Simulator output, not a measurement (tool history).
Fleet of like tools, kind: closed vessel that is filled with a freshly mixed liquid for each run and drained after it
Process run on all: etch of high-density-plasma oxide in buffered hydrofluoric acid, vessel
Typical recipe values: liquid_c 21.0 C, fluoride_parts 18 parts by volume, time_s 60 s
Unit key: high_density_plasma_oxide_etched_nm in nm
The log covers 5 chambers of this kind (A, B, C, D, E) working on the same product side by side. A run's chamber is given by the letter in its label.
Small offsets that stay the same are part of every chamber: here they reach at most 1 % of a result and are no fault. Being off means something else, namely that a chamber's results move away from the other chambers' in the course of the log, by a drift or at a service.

run    day  liquid_c  fluoride_parts  time_s  read-back film thickness of the high-density-plasma oxide reference wafer, read on the same gauge (nm)  high_density_plasma_oxide_etched_nm
 1B  0.196      21.0              18      60                                                                                                  139.99                               35.694
 2C  0.479      21.0              18      60                                                                                                  140.01                               35.403
 3D  0.679      21.0              18      60                                                                                                  140.00                               35.140
 4A  0.896      21.0              18      60                                                                                                  140.00                               35.532
 5E  1.033      21.0              18      60                                                                                                  140.00                               35.720
 6A  1.212      22.5              24      60                                                                                                  139.97                               30.783
 7B  1.383      22.5              24      60                                                                                                  140.00                               31.355
 8E  1.583      22.5              24      60                                                                                                  140.00                               30.691
 9C  1.729      22.5              24      60                                                                                                  140.03                               30.694
10D  1.996      22.5              24      60                                                                                                  140.01                               30.653
11A  2.175      21.0              18      60                                                                                                  139.97                               35.861
12B  2.375      21.0              18      60                                                                                                  140.01                               35.947
13E  2.625      21.0              12      60                                                                                                  140.01                               52.636
14D  2.908      21.0              12      60                                                                                                  140.00                               52.835
15C  3.062      21.0              12      60                                                                                                  140.02                               53.298
16B  3.254      21.0              12      60                                                                                                  139.99                               52.999
17E  3.521      21.0              12      60                                                                                                  140.01                               53.010
18C  3.792      21.0              18      60                                                                                                  139.98                               36.057
19D  4.000      21.0              18      60                                                                                                  140.00                               35.610
20A  4.246      21.0              18      60                                                                                                  140.01                               35.540
     4.496  -- chamber E: thermometer replaced
21A  4.517      21.0              18      60                                                                                                  139.98                               35.594
22B  4.762      21.0              18      60                                                                                                  140.01                               35.686
23C  4.992      21.0              18      60                                                                                                  140.01                               35.589
24E  5.133      21.0              18      60                                                                                                  139.99                               34.611
25D  5.288      21.0              18      60                                                                                                  140.00                               35.976
26D  5.517      21.0              18      60                                                                                                  140.03                               35.155
27B  5.821      21.0              18      60                                                                                                  139.98                               35.534
28E  6.075      21.0              18      60                                                                                                  140.01                               34.078
     6.275  -- chamber C: thermometer replaced
29A  6.312      21.0              18      60                                                                                                  139.98                               34.941
30C  6.571      21.0              18      60                                                                                                  140.00                               35.475
31E  6.746      21.0              18      60                                                                                                  140.01                               33.462
32A  6.933      21.0              18      60                                                                                                  140.01                               35.608
33C  7.142      21.0              18      60                                                                                                  140.01                               35.664
34D  7.400      21.0              18      60                                                                                                  139.98                               35.638
35B  7.683      21.0              11      80                                                                                                  140.01                               77.321
36B  7.917      21.0              11      80                                                                                                  140.00                               77.580
37A  8.150      21.0              11      80                                                                                                  139.98                               75.545
38D  8.367      21.0              11      80                                                                                                  140.03                               77.723
39C  8.638      21.0              11      80                                                                                                  140.00                               77.987
40E  8.942      21.0              18      60                                                                                                  140.01                               32.587
41C  9.100      21.0              18      60                                                                                                  139.99                               35.966

All 5 chambers run these settings next. Forecast each chamber's results:
42A  9.317      21.0              18      60                                                                                                                                            ?
42B  9.317      21.0              18      60                                                                                                                                            ?
42C  9.317      21.0              18      60                                                                                                                                            ?
42D  9.317      21.0              18      60                                                                                                                                            ?
42E  9.317      21.0              18      60                                                                                                                                            ?

run  high_density_plasma_oxide_etched_nm
42A                               35.061
42B                               35.775
42C                               35.943
42D                               35.438
42E                               31.815
